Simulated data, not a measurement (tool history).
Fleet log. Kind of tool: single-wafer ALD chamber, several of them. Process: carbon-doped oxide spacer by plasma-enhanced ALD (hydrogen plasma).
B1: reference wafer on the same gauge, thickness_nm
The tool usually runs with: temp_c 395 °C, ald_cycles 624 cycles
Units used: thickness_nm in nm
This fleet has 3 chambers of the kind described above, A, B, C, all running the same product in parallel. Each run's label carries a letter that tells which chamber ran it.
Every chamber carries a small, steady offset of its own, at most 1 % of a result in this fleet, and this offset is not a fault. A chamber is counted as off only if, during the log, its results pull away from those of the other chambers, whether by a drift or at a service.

run 1C day=0.429 | temp_c=395 ald_cycles=624 | B1=26.894 | thickness_nm=30.963
run 2B day=0.738 | temp_c=395 ald_cycles=624 | B1=26.885 | thickness_nm=30.937
run 3A day=1.000 | temp_c=395 ald_cycles=624 | B1=26.867 | thickness_nm=31.506
run 4A day=1.225 | temp_c=395 ald_cycles=624 | B1=26.877 | thickness_nm=31.348
run 5C day=1.542 | temp_c=384 ald_cycles=624 | B1=26.880 | thickness_nm=31.015
run 6B day=1.825 | temp_c=384 ald_cycles=624 | B1=26.869 | thickness_nm=30.941
run 7C day=2.246 | temp_c=384 ald_cycles=624 | B1=26.873 | thickness_nm=31.005
run 8A day=2.650 | temp_c=395 ald_cycles=624 | B1=26.863 | thickness_nm=31.426
run 9B day=3.058 | temp_c=395 ald_cycles=624 | B1=26.843 | thickness_nm=30.954
run 10B day=3.462 | temp_c=395 ald_cycles=624 | B1=26.855 | thickness_nm=30.884
run 11C day=3.750 | temp_c=395 ald_cycles=624 | B1=26.844 | thickness_nm=30.912
run 12A day=4.133 | temp_c=395 ald_cycles=624 | B1=26.821 | thickness_nm=31.343
run 13C day=4.542 | temp_c=395 ald_cycles=624 | B1=26.822 | thickness_nm=30.848
run 14A day=4.967 | temp_c=395 ald_cycles=624 | B1=26.821 | thickness_nm=31.333
run 15B day=5.346 | temp_c=395 ald_cycles=624 | B1=26.813 | thickness_nm=30.864
-- day=5.525 chamber A: thermocouple changed; heater temperature recalibrated
run 16B day=5.608 | temp_c=395 ald_cycles=624 | B1=26.816 | thickness_nm=30.911
run 17A day=5.846 | temp_c=395 ald_cycles=624 | B1=26.807 | thickness_nm=31.408
run 18C day=6.192 | temp_c=395 ald_cycles=624 | B1=26.806 | thickness_nm=30.904
run 19A day=6.562 | temp_c=395 ald_cycles=624 | B1=26.801 | thickness_nm=31.277
run 20C day=6.779 | temp_c=405 ald_cycles=696 | B1=26.790 | thickness_nm=33.610
run 21B day=7.167 | temp_c=405 ald_cycles=696 | B1=26.773 | thickness_nm=33.755
run 22B day=7.517 | temp_c=405 ald_cycles=696 | B1=26.783 | thickness_nm=33.730
run 23A day=7.767 | temp_c=385 ald_cycles=668 | B1=26.766 | thickness_nm=33.408
run 24C day=8.246 | temp_c=385 ald_cycles=668 | B1=26.771 | thickness_nm=33.004
run 25C day=8.667 | temp_c=385 ald_cycles=668 | B1=26.776 | thickness_nm=33.036
run 26B day=8.954 | temp_c=407 ald_cycles=624 | B1=26.755 | thickness_nm=30.047
run 27A day=9.262 | temp_c=407 ald_cycles=624 | B1=26.749 | thickness_nm=30.682
run 28B day=9.533 | temp_c=407 ald_cycles=624 | B1=26.752 | thickness_nm=30.016
run 29C day=10.000 | temp_c=395 ald_cycles=624 | B1=26.738 | thickness_nm=30.787
run 30A day=10.417 | temp_c=395 ald_cycles=624 | B1=26.737 | thickness_nm=31.363
run 31B day=10.642 | temp_c=381 ald_cycles=528 | B1=26.728 | thickness_nm=26.084
run 32C day=11.075 | temp_c=381 ald_cycles=528 | B1=26.721 | thickness_nm=26.031

Read the log: is a single chamber off, either drifting away or since a service, is the gauge that measures every chamber drifting, or is nothing wrong beyond small per-chamber offsets? Name any odd chamber and what most likely caused it.

Gauge drift. The chambers move together only on paper, and none stands off.
What lies behind it: gauge reads low (%) = 0.682.
